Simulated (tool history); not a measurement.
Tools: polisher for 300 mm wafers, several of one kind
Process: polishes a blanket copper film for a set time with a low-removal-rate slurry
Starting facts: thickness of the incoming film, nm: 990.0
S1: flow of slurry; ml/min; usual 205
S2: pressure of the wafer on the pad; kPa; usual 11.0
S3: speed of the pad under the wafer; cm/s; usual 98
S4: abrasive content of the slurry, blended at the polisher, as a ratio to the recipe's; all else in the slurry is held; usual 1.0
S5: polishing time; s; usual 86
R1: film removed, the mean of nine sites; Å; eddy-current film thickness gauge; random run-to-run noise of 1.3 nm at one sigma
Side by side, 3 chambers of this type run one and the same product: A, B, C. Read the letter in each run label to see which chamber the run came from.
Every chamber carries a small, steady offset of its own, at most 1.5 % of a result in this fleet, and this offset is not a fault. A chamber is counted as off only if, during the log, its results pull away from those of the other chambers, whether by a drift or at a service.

run 1B hour=5.2 | S1=205 S2=11.0 S3=98 S4=1.0 S5=86 | R1=1246.2
run 2C hour=13.6 | S1=205 S2=11.0 S3=98 S4=1.0 S5=86 | R1=1288.4
-- hour=22.2 chamber C: worn pad replaced by a new one
run 3A hour=22.7 | S1=205 S2=11.0 S3=98 S4=1.0 S5=86 | R1=1276.5
run 4B hour=32.1 | S1=205 S2=11.0 S3=98 S4=1.0 S5=86 | R1=1255.7
-- hour=32.6 chamber A: worn pad replaced by a new one
-- hour=33.4 chamber B: slurry blender recalibrated
run 5C hour=36.4 | S1=205 S2=11.0 S3=98 S4=1.0 S5=86 | R1=1303.9
-- hour=36.8 chamber B: worn pad replaced by a new one
run 6A hour=44.8 | S1=205 S2=11.0 S3=98 S4=1.0 S5=86 | R1=1260.4
run 7A hour=51.7 | S1=205 S2=11.0 S3=98 S4=1.0 S5=86 | R1=1267.5
run 8C hour=56.8 | S1=205 S2=11.0 S3=98 S4=1.0 S5=86 | R1=1307.5
run 9B hour=64.1 | S1=205 S2=9.0 S3=98 S4=1.0 S5=86 | R1=1030.3
-- hour=69.0 chamber A: worn pad replaced by a new one
run 10A hour=69.5 | S1=205 S2=9.0 S3=98 S4=1.0 S5=86 | R1=1042.2
-- hour=73.3 chamber C: worn pad replaced by a new one
run 11B hour=76.0 | S1=205 S2=9.0 S3=98 S4=1.0 S5=86 | R1=1020.1
run 12C hour=83.7 | S1=205 S2=11.0 S3=98 S4=1.0 S5=86 | R1=1268.0
run 13A hour=88.4 | S1=205 S2=11.0 S3=98 S4=1.0 S5=86 | R1=1278.8
run 14C hour=96.9 | S1=205 S2=11.0 S3=98 S4=1.0 S5=86 | R1=1273.5
-- hour=97.9 chamber B: head pressure recalibrated
-- hour=98.0 chamber B: slurry nozzle cleaned
run 15B hour=104.1 | S1=205 S2=11.0 S3=98 S4=1.0 S5=86 | R1=1259.1
run 16B hour=108.5 | S1=205 S2=11.0 S3=98 S4=1.0 S5=86 | R1=1262.6
-- hour=108.8 chamber A: worn pad replaced by a new one
-- hour=114.3 chamber B: worn pad replaced by a new one
run 17C hour=118.2 | S1=205 S2=11.0 S3=98 S4=1.0 S5=86 | R1=1223.7
run 18A hour=123.1 | S1=205 S2=11.0 S3=98 S4=1.0 S5=86 | R1=1266.1
-- hour=129.0 chamber C: worn pad replaced by a new one
run 19C hour=129.6 | S1=205 S2=11.0 S3=98 S4=1.0 S5=86 | R1=1234.4
run 20A hour=136.5 | S1=205 S2=11.0 S3=98 S4=1.0 S5=86 | R1=1252.1
run 21B hour=141.4 | S1=205 S2=11.0 S3=98 S4=1.0 S5=86 | R1=1276.5
-- hour=143.2 chamber A: worn pad replaced by a new one
run 22C hour=150.3 | S1=205 S2=11.0 S3=98 S4=1.0 S5=86 | R1=1191.9
run 23A hour=155.4 | S1=205 S2=11.0 S3=98 S4=1.0 S5=86 | R1=1241.3
run 24B hour=160.1 | S1=205 S2=11.0 S3=98 S4=1.0 S5=86 | R1=1272.1
run 25A hour=164.7 | S1=205 S2=11.0 S3=98 S4=1.0 S5=86 | R1=1263.7
run 26C hour=169.8 | S1=205 S2=11.0 S3=98 S4=1.0 S5=86 | R1=1183.3
run 27B hour=176.1 | S1=205 S2=12.4 S3=98 S4=1.2 S5=86 | R1=1465.7

All chambers now run identical settings, listed one chamber a line with results as question marks. What results will each chamber show?
run 28A hour=183.2 | S1=205 S2=13.8 S3=98 S4=1.0 S5=86 | R1=?
run 28B hour=183.2 | S1=205 S2=13.8 S3=98 S4=1.0 S5=86 | R1=?
run 28C hour=183.2 | S1=205 S2=13.8 S3=98 S4=1.0 S5=86 | R1=?

run=28A R1=1568.4
run=28B R1=1584.8
run=28C R1=1492.2
